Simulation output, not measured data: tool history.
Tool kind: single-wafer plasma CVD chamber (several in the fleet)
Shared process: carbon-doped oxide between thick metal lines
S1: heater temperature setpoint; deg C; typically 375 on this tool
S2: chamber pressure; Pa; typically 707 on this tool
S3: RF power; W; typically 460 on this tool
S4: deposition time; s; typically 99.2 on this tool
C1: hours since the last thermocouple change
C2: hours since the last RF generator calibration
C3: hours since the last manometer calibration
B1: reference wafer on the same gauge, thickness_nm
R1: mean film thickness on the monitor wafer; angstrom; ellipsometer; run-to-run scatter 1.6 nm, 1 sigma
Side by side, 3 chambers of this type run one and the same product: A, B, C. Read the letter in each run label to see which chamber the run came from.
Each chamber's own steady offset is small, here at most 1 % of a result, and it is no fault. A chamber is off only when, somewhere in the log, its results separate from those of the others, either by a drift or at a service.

run,hour,S1,S2,S3,S4,C1,C2,C3,B1,R1
1C,10.5,375,707,460,99.2,1182.0,1307.1,374.9,380.89,4533.2
2B,23.0,375,707,460,99.2,2172.6,689.4,621.1,380.92,4529.8
3A,33.5,375,707,460,99.2,2309.4,2234.7,1334.1,381.08,4498.2
4C,42.2,375,707,460,99.2,1213.7,1338.8,406.6,381.04,4526.4
5B,50.8,375,707,460,99.2,2200.4,717.2,648.9,380.92,4540.1
6A,57.4,375,707,460,99.2,2333.3,2258.6,1358.0,380.96,4515.3
7B,63.6,375,707,460,99.2,2213.2,730.0,661.7,380.97,4536.9
# hour 70.9: chamber A: RF generator calibrated
8A,71.3,375,707,460,99.2,2347.2,0.4,1371.9,380.93,4493.6
9C,81.0,375,761,510,99.2,1252.5,1377.6,445.4,380.81,4858.1
10B,87.8,375,761,510,99.2,2237.4,754.2,685.9,381.16,4882.0
11A,94.3,375,761,510,99.2,2370.2,23.4,1394.9,380.93,4856.2
12C,108.0,375,707,460,99.2,1279.5,1404.6,472.4,381.02,4491.0
13A,121.9,375,707,460,99.2,2397.8,51.0,1422.5,381.21,4533.8
14B,131.4,375,707,460,99.2,2281.0,797.8,729.5,380.84,4563.1
15C,138.4,375,707,460,115.8,1309.9,1435.0,502.8,380.76,5213.5
16A,149.4,375,707,460,115.8,2425.3,78.5,1450.0,381.07,5264.4
# hour 150.1: chamber A: thermocouple changed; heater temperature recalibrated
17C,159.2,375,707,460,115.8,1330.7,1455.8,523.6,381.25,5222.9
18B,171.4,375,707,460,99.2,2321.0,837.8,769.5,381.45,4507.1
19A,184.6,375,707,460,99.2,34.6,113.7,1485.2,380.73,4528.0
20B,195.5,375,707,460,99.2,2345.1,861.9,793.6,381.14,4559.5
21C,208.2,375,707,460,99.2,1379.7,1504.8,572.6,381.18,4433.6
22B,214.8,375,707,460,99.2,2364.4,881.2,812.9,381.00,4541.4
23A,228.6,375,707,460,99.2,78.6,157.7,1529.2,381.11,4535.8
24C,238.9,375,707,460,99.2,1410.4,1535.5,603.3,380.77,4373.0
25B,250.2,375,707,460,99.2,2399.8,916.6,848.3,380.97,4542.7
26C,257.5,375,707,460,99.2,1429.0,1554.1,621.9,381.26,4379.3
27A,264.3,375,707,460,99.2,114.3,193.4,1564.9,380.78,4490.6
28A,274.1,375,707,460,99.2,124.1,203.2,1574.7,381.02,4529.9

Decide between three cases: one chamber stands off from its peers, the gauge reading all wafers drifts, or nothing is wrong past each chamber's small offset. Where a chamber is off, say which and what most likely put it there.

Chamber C drifts away from the others.
Cause: delivered RF power below the setpoint (%) = 5.38.

Here are 4 candidates for chamber C's next run, each the usual settings with a change, their results left as question marks. Which one brings its results back in line with what the others give on the usual settings?
Allowed miss from the other chambers' usual-settings mean, per result, to count as in line: R1 55.0 angstrom
29C-1,284.1,375,700,460,95.3,,,,,?
29C-2,284.1,375,711,470,101.7,,,,,?
29C-3,284.1,375,708,465,100.2,,,,,?
29C-4,284.1,375,703,450,99.2,,,,,?

Mean of the other chambers on the usual settings: R1 4525.9 angstrom
run,R1
29C-1,4168.6
29C-2,4529.3
29C-3,4424.9
29C-4,4270.4
29C-2 puts the chamber back in line with the other chambers.
